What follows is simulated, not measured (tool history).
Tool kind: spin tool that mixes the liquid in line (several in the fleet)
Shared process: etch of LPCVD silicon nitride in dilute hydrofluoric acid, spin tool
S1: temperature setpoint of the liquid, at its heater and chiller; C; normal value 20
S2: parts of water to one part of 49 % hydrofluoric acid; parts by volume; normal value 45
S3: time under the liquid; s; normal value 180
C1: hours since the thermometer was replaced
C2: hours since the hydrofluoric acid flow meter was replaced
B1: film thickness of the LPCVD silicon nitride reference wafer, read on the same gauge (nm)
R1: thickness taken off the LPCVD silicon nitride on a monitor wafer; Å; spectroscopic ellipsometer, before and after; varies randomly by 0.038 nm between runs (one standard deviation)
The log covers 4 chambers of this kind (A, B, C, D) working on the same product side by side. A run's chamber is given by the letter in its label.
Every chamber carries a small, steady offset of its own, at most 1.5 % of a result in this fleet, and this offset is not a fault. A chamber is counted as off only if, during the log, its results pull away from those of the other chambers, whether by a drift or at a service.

Run 1C, hour 10.4: usual settings; C1 269.3; C2 1554; B1 70.022. Result: R1 14.982 Å.
Run 2B, hour 18.6: usual settings; C1 973; C2 1305.3; B1 70.034. Result: R1 15.398 Å.
Run 3D, hour 25.8: usual settings; C1 782.7; C2 234.8; B1 69.978. Result: R1 14.623 Å.
Run 4A, hour 36.2: usual settings; C1 579.7; C2 546.6; B1 69.955. Result: R1 15.247 Å.
Run 5C, hour 45.7: usual settings; C1 304.6; C2 1589.3; B1 69.988. Result: R1 14.761 Å.
Run 6D, hour 56.4: usual settings; C1 813.3; C2 265.4; B1 70.009. Result: R1 15.095 Å.
Run 7B, hour 64.4: usual settings; C1 1018.8; C2 1351.1; B1 70.002. Result: R1 16.248 Å.
Run 8A, hour 70.9: usual settings; C1 614.4; C2 581.3; B1 70.057. Result: R1 15.722 Å.
Run 9C, hour 76.1: usual settings; C1 335; C2 1619.7; B1 69.974. Result: R1 14.957 Å.
Run 10D, hour 85.8: usual settings but S1 17 C, S2 35 parts by volume; C1 842.7; C2 294.8; B1 69.954. Result: R1 15.245 Å.
Run 11A, hour 96.3: usual settings but S1 17 C, S2 35 parts by volume; C1 639.8; C2 606.7; B1 70.01. Result: R1 15.762 Å.
Run 12B, hour 101.4: usual settings but S1 17 C, S2 35 parts by volume; C1 1055.8; C2 1388.1; B1 69.986. Result: R1 16.785 Å.
Run 13D, hour 112.1: usual settings but S1 17 C, S2 35 parts by volume; C1 869; C2 321.1; B1 69.994. Result: R1 15.07 Å.
Run 14B, hour 121.8: usual settings; C1 1076.2; C2 1408.5; B1 69.992. Result: R1 15.855 Å.
Run 15A, hour 132.5: usual settings; C1 676; C2 642.9; B1 70.033. Result: R1 15.101 Å.
At hour 136.5: chamber B: thermometer replaced.
Run 16C, hour 139.5: usual settings; C1 398.4; C2 1683.1; B1 70.004. Result: R1 15.58 Å.
Run 17D, hour 144.6: usual settings; C1 901.5; C2 353.6; B1 69.991. Result: R1 14.979 Å.
Run 18A, hour 150.4: usual settings; C1 693.9; C2 660.8; B1 70.064. Result: R1 15.848 Å.
Run 19C, hour 158.3: usual settings; C1 417.2; C2 1701.9; B1 70.001. Result: R1 15.411 Å.
Run 20B, hour 165.4: usual settings but S1 18 C, S3 95 s; C1 28.9; C2 1452.1; B1 69.983. Result: R1 7.4061 Å.
Run 21D, hour 170.2: usual settings but S1 18 C, S3 95 s; C1 927.1; C2 379.2; B1 70.024. Result: R1 6.8253 Å.
Run 22B, hour 179: usual settings but S1 18 C, S3 95 s; C1 42.5; C2 1465.7; B1 69.996. Result: R1 6.7974 Å.
Run 23C, hour 185: usual settings but S1 18 C, S3 95 s; C1 443.9; C2 1728.6; B1 70.034. Result: R1 7.3703 Å.
Run 24A, hour 191.3: usual settings; C1 734.8; C2 701.7; B1 70.014. Result: R1 15.357 Å.
Run 25B, hour 200: usual settings; C1 63.5; C2 1486.7; B1 69.942. Result: R1 15.831 Å.
Run 26D, hour 207.7: usual settings; C1 964.6; C2 416.7; B1 69.975. Result: R1 15.138 Å.
At hour 212.6: chamber B: hydrofluoric acid flow meter replaced.
Run 27A, hour 216.7: usual settings but S2 60 parts by volume, S3 75 s; C1 760.2; C2 727.1; B1 69.953. Result: R1 5.3115 Å.
Run 28C, hour 223.5: usual settings but S2 60 parts by volume, S3 75 s; C1 482.4; C2 1767.1; B1 70.027. Result: R1 4.6013 Å.
Run 29B, hour 231: usual settings but S2 60 parts by volume, S3 75 s; C1 94.5; C2 18.5; B1 70.007. Result: R1 4.861 Å.
Run 30D, hour 240.8: usual settings but S2 60 parts by volume, S3 75 s; C1 997.7; C2 449.8; B1 69.993. Result: R1 4.5492 Å.
Run 31C, hour 246.8: usual settings but S3 255 s; C1 505.7; C2 1790.4; B1 70.02. Result: R1 20.964 Å.
Run 32A, hour 253.1: usual settings but S3 255 s; C1 796.6; C2 763.5; B1 70.063. Result: R1 24.235 Å.
Run 33C, hour 263.4: usual settings but S3 255 s; C1 522.3; C2 1807; B1 69.992. Result: R1 21.414 Å.
Run 34B, hour 272.2: usual settings but S3 255 s; C1 135.7; C2 59.7; B1 70.004. Result: R1 21.107 Å.
Run 35D, hour 281.7: usual settings; C1 1038.6; C2 490.7; B1 69.98. Result: R1 15.526 Å.
Run 36A, hour 288.9: usual settings; C1 832.4; C2 799.3; B1 70.047. Result: R1 17.578 Å.
Run 37D, hour 298.3: usual settings but S1 18.5 C, S3 275 s; C1 1055.2; C2 507.3; B1 70.009. Result: R1 21.331 Å.
Run 38A, hour 307.5: usual settings but S1 18.5 C, S3 275 s; C1 851; C2 817.9; B1 69.996. Result: R1 24.054 Å.
Run 39B, hour 313.5: usual settings but S1 18.5 C, S3 275 s; C1 177; C2 101; B1 69.929. Result: R1 20.737 Å.
Run 40C, hour 322.8: usual settings but S1 18.5 C, S3 275 s; C1 581.7; C2 1866.4; B1 70.039. Result: R1 20.71 Å.

One chamber off, gauge drift, or nothing amiss beyond the chambers' own small offsets? If it is a chamber, which one, and what is the likeliest cause?

Chamber A drifts away from the others.
What lies behind it: liquid hotter than its thermometer reads (K) = 1.91.
The log might look much the same if the cause were instead: hydrofluoric acid flow above the setpoint (%).

Chamber A could run next with any of the 4 candidate recipes listed below; each alters the usual settings, and their results appear as question marks. Which one brings its results back in line with what the other chambers deliver on the usual settings?
Maximum distance from the other chambers' mean on the usual settings for a result to count as in line: R1 1.3 Å
Run 41A-1, hour 330.5: usual settings but S1 24.5 C. Result: R1 ?.
Run 41A-2, hour 330.5: usual settings but S1 19.5 C, S3 160 s. Result: R1 ?.
Run 41A-3, hour 330.5: usual settings but S1 22 C. Result: R1 ?.
Run 41A-4, hour 330.5: usual settings but S2 60 parts by volume. Result: R1 ?.

Mean of the other chambers on the usual settings: R1 15.19 Å
  run      R1
41A-1  24.311
41A-2   15.48
41A-3  20.601
41A-4  13.625
41A-2 is the one that brings the chamber's results back in line with the other chambers.

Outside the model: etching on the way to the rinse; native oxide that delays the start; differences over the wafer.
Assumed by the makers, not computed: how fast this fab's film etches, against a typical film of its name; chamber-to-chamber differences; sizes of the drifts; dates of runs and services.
